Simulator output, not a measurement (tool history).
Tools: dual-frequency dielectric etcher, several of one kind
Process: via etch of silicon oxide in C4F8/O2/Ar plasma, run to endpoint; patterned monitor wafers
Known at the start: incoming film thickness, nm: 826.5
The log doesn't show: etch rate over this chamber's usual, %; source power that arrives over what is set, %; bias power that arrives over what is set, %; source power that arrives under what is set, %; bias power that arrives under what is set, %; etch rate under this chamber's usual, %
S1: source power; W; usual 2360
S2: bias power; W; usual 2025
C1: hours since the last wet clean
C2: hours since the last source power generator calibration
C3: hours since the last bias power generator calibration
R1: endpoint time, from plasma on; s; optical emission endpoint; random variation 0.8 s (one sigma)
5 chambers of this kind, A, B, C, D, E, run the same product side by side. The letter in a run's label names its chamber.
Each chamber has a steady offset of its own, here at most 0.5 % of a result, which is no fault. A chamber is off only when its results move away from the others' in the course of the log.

{"run": "1E", "hour": 9.4, "S1": 2360, "S2": 2025, "C1": 81.6, "C2": 171.2, "C3": 2114.5, "R1": 150.1}
{"hour": 9.5, "done": "chamber A: wet clean of the chamber"}
{"hour": 13.4, "done": "chamber B: wet clean of the chamber"}
{"run": "2D", "hour": 23.4, "S1": 2360, "S2": 2025, "C1": 134.4, "C2": 288, "C3": 3938.8, "R1": 152.3}
{"run": "3B", "hour": 34.3, "S1": 2360, "S2": 2025, "C1": 21, "C2": 4430.3, "C3": 593.7, "R1": 151.96}
{"run": "4C", "hour": 45.0, "S1": 2360, "S2": 2025, "C1": 256.3, "C2": 2199.9, "C3": 4487.6, "R1": 152.45}
{"run": "5A", "hour": 56.3, "S1": 2360, "S2": 2025, "C1": 46.8, "C2": 2488.5, "C3": 329.5, "R1": 152.98}
{"run": "6D", "hour": 63.9, "S1": 2360, "S2": 2025, "C1": 174.9, "C2": 328.5, "C3": 3979.3, "R1": 153.17}
{"run": "7E", "hour": 75.4, "S1": 2360, "S2": 2025, "C1": 147.6, "C2": 237.2, "C3": 2180.5, "R1": 152.98}
{"run": "8C", "hour": 83.1, "S1": 2360, "S2": 2025, "C1": 294.4, "C2": 2238, "C3": 4525.7, "R1": 151.52}
{"run": "9B", "hour": 90.8, "S1": 2360, "S2": 2025, "C1": 77.5, "C2": 4486.8, "C3": 650.2, "R1": 152.1}
{"run": "10A", "hour": 100.2, "S1": 2360, "S2": 2025, "C1": 90.7, "C2": 2532.4, "C3": 373.4, "R1": 151.8}
{"hour": 104.8, "done": "chamber C: bias power generator calibrated"}
{"run": "11A", "hour": 111.8, "S1": 2360, "S2": 2025, "C1": 102.3, "C2": 2544, "C3": 385, "R1": 152.18}
{"run": "12C", "hour": 119.5, "S1": 2360, "S2": 2025, "C1": 330.8, "C2": 2274.4, "C3": 14.7, "R1": 151.45}
{"run": "13E", "hour": 127.4, "S1": 2360, "S2": 2025, "C1": 199.6, "C2": 289.2, "C3": 2232.5, "R1": 152.84}
{"run": "14D", "hour": 137.4, "S1": 2360, "S2": 2461, "C1": 248.4, "C2": 402, "C3": 4052.8, "R1": 143.35}
{"run": "15B", "hour": 149.9, "S1": 2360, "S2": 2461, "C1": 136.6, "C2": 4545.9, "C3": 709.3, "R1": 144.11}
{"run": "16A", "hour": 162.0, "S1": 2360, "S2": 2461, "C1": 152.5, "C2": 2594.2, "C3": 435.2, "R1": 145.47}
{"hour": 166.3, "done": "chamber C: wet clean of the chamber"}
{"run": "17E", "hour": 175.4, "S1": 2360, "S2": 2461, "C1": 247.6, "C2": 337.2, "C3": 2280.5, "R1": 144.71}
{"run": "18C", "hour": 185.6, "S1": 2360, "S2": 2461, "C1": 19.3, "C2": 2340.5, "C3": 80.8, "R1": 143.65}
{"run": "19B", "hour": 198.6, "S1": 2360, "S2": 2025, "C1": 185.3, "C2": 4594.6, "C3": 758, "R1": 152.89}
{"run": "20D", "hour": 204.9, "S1": 2660, "S2": 2346, "C1": 315.9, "C2": 469.5, "C3": 4120.3, "R1": 136.5}
{"run": "21A", "hour": 216.4, "S1": 2660, "S2": 2346, "C1": 206.9, "C2": 2648.6, "C3": 489.6, "R1": 140.01}
{"run": "22D", "hour": 223.7, "S1": 2660, "S2": 2346, "C1": 334.7, "C2": 488.3, "C3": 4139.1, "R1": 135.6}
{"run": "23B", "hour": 238.1, "S1": 2660, "S2": 2346, "C1": 224.8, "C2": 4634.1, "C3": 797.5, "R1": 139.4}
{"hour": 245.1, "done": "chamber B: source power generator calibrated"}
{"run": "24E", "hour": 251.4, "S1": 2660, "S2": 2346, "C1": 323.6, "C2": 413.2, "C3": 2356.5, "R1": 139.17}
{"run": "25C", "hour": 265.2, "S1": 2030, "S2": 2384, "C1": 98.9, "C2": 2420.1, "C3": 160.4, "R1": 155.12}
{"run": "26E", "hour": 275.0, "S1": 2030, "S2": 2384, "C1": 347.2, "C2": 436.8, "C3": 2380.1, "R1": 154.22}
{"run": "27D", "hour": 284.6, "S1": 2030, "S2": 2384, "C1": 395.6, "C2": 549.2, "C3": 4200, "R1": 149.94}
{"run": "28A", "hour": 294.7, "S1": 2030, "S2": 2384, "C1": 285.2, "C2": 2726.9, "C3": 567.9, "R1": 155.05}
{"run": "29B", "hour": 301.5, "S1": 2030, "S2": 2384, "C1": 288.2, "C2": 56.5, "C3": 860.9, "R1": 153.08}
{"hour": 306.0, "done": "chamber C: source power generator calibrated"}
{"run": "30C", "hour": 310.2, "S1": 2360, "S2": 2025, "C1": 143.9, "C2": 4.2, "C3": 205.4, "R1": 152.15}
{"run": "31A", "hour": 323.6, "S1": 2360, "S2": 2025, "C1": 314.1, "C2": 2755.8, "C3": 596.8, "R1": 152.35}
{"run": "32B", "hour": 330.8, "S1": 2360, "S2": 2025, "C1": 317.5, "C2": 85.8, "C3": 890.2, "R1": 151.39}
{"run": "33E", "hour": 342.8, "S1": 2360, "S2": 2025, "C1": 415, "C2": 504.6, "C3": 2447.9, "R1": 151.55}
{"run": "34C", "hour": 349.3, "S1": 2360, "S2": 2025, "C1": 183, "C2": 43.3, "C3": 244.5, "R1": 151.67}
{"run": "35D", "hour": 357.0, "S1": 2640, "S2": 2025, "C1": 468, "C2": 621.6, "C3": 4272.4, "R1": 139.65}
{"run": "36A", "hour": 364.3, "S1": 2640, "S2": 2025, "C1": 354.8, "C2": 2796.5, "C3": 637.5, "R1": 145.68}
{"run": "37D", "hour": 377.8, "S1": 2640, "S2": 2025, "C1": 488.8, "C2": 642.4, "C3": 4293.2, "R1": 137.42}
{"run": "38B", "hour": 390.8, "S1": 2640, "S2": 2025, "C1": 377.5, "C2": 145.8, "C3": 950.2, "R1": 146.02}
{"run": "39C", "hour": 399.7, "S1": 2640, "S2": 2025, "C1": 233.4, "C2": 93.7, "C3": 294.9, "R1": 144.37}

All 5 chambers run these settings next. Forecast each chamber's results:
{"run": "40A", "hour": 410.0, "S1": 2360, "S2": 2496, "R1": "?"}
{"run": "40B", "hour": 410.0, "S1": 2360, "S2": 2496, "R1": "?"}
{"run": "40C", "hour": 410.0, "S1": 2360, "S2": 2496, "R1": "?"}
{"run": "40D", "hour": 410.0, "S1": 2360, "S2": 2496, "R1": "?"}
{"run": "40E", "hour": 410.0, "S1": 2360, "S2": 2496, "R1": "?"}

run=40A R1=143.34
run=40B R1=143.49
run=40C R1=143.01
run=40D R1=136.75
run=40E R1=143.68

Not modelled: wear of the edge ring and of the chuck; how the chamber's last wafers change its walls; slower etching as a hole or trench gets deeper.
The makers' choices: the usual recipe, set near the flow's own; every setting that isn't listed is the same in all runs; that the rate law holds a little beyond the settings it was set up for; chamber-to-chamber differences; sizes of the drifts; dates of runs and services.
